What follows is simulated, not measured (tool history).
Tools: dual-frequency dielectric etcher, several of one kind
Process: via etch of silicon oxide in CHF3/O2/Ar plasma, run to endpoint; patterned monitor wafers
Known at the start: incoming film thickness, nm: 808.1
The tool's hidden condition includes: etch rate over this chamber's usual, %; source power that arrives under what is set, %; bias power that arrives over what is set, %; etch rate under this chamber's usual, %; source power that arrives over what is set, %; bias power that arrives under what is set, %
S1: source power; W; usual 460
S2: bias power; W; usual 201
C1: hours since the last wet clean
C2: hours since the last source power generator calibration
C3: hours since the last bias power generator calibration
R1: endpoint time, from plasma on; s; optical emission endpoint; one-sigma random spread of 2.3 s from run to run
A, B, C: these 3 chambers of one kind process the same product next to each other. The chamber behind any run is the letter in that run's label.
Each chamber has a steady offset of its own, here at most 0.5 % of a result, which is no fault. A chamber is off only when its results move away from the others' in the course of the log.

| run | hour | S1 | S2 | C1 | C2 | C3 | R1 |
|---|---|---|---|---|---|---|---|
| 1C | 10.1 | 460 | 201 | 96.1 | 29.7 | 1271.1 | 438.69 |
| 2A | 18.1 | 460 | 201 | 400.4 | 93.6 | 1964.1 | 436.67 |
| 3B | 28.9 | 460 | 201 | 504.0 | 1542.7 | 1449.3 | 437.43 |
| 4C | 38.8 | 460 | 201 | 124.8 | 58.4 | 1299.8 | 434.18 |
| 5A | 46.0 | 460 | 201 | 428.3 | 121.5 | 1992.0 | 438.97 |
| 6B | 53.4 | 460 | 201 | 528.5 | 1567.2 | 1473.8 | 436.23 |
| 7A | 60.5 | 460 | 201 | 442.8 | 136.0 | 2006.5 | 435.55 |
| 8B | 69.4 | 460 | 201 | 544.5 | 1583.2 | 1489.8 | 434.48 |
| 9C | 74.5 | 460 | 201 | 160.5 | 94.1 | 1335.5 | 438.46 |
| 10B | 83.6 | 460 | 201 | 558.7 | 1597.4 | 1504.0 | 433.20 |
| 11C | 90.6 | 510 | 238 | 176.6 | 110.2 | 1351.6 | 397.88 |
| 12A | 96.3 | 510 | 238 | 478.6 | 171.8 | 2042.3 | 396.43 |
| 13A | 103.2 | 510 | 238 | 485.5 | 178.7 | 2049.2 | 396.29 |
| 14C | 113.3 | 460 | 201 | 199.3 | 132.9 | 1374.3 | 433.44 |
| 15B | 121.6 | 360 | 219 | 596.7 | 1635.4 | 1542.0 | 462.45 |
| 16C | 131.6 | 360 | 219 | 217.6 | 151.2 | 1392.6 | 466.67 |
| 17B | 136.9 | 360 | 219 | 612.0 | 1650.7 | 1557.3 | 466.31 |
|  | 140.4 | chamber B: wet clean of the chamber |
| 18A | 144.6 | 460 | 201 | 526.9 | 220.1 | 2090.6 | 430.99 |
|  | 153.3 | chamber A: wet clean of the chamber |
| 19A | 153.5 | 460 | 201 | 0.3 | 229.0 | 2099.5 | 437.35 |
| 20C | 161.4 | 460 | 201 | 247.4 | 181.0 | 1422.4 | 434.48 |
| 21B | 166.2 | 370 | 170 | 25.8 | 1680.0 | 1586.6 | 523.20 |
| 22B | 176.0 | 370 | 170 | 35.6 | 1689.8 | 1596.4 | 528.22 |
| 23A | 186.6 | 370 | 170 | 33.4 | 262.1 | 2132.6 | 505.64 |
| 24C | 193.3 | 460 | 201 | 279.3 | 212.9 | 1454.3 | 440.28 |
| 25C | 204.2 | 460 | 201 | 290.2 | 223.8 | 1465.2 | 434.46 |
| 26A | 214.4 | 460 | 201 | 61.2 | 289.9 | 2160.4 | 438.92 |
| 27B | 224.8 | 460 | 201 | 84.4 | 1738.6 | 1645.2 | 458.57 |
| 28B | 234.7 | 460 | 201 | 94.3 | 1748.5 | 1655.1 | 459.69 |

Predict what each chamber gives when all 3 of them run the settings below next.
| 29A | 242.6 | 460 | 186 |  |  |  | ? |
| 29B | 242.6 | 460 | 186 |  |  |  | ? |
| 29C | 242.6 | 460 | 186 |  |  |  | ? |

| run | R1 |
|---|---|
| 29A | 443.89 |
| 29B | 469.15 |
| 29C | 451.86 |

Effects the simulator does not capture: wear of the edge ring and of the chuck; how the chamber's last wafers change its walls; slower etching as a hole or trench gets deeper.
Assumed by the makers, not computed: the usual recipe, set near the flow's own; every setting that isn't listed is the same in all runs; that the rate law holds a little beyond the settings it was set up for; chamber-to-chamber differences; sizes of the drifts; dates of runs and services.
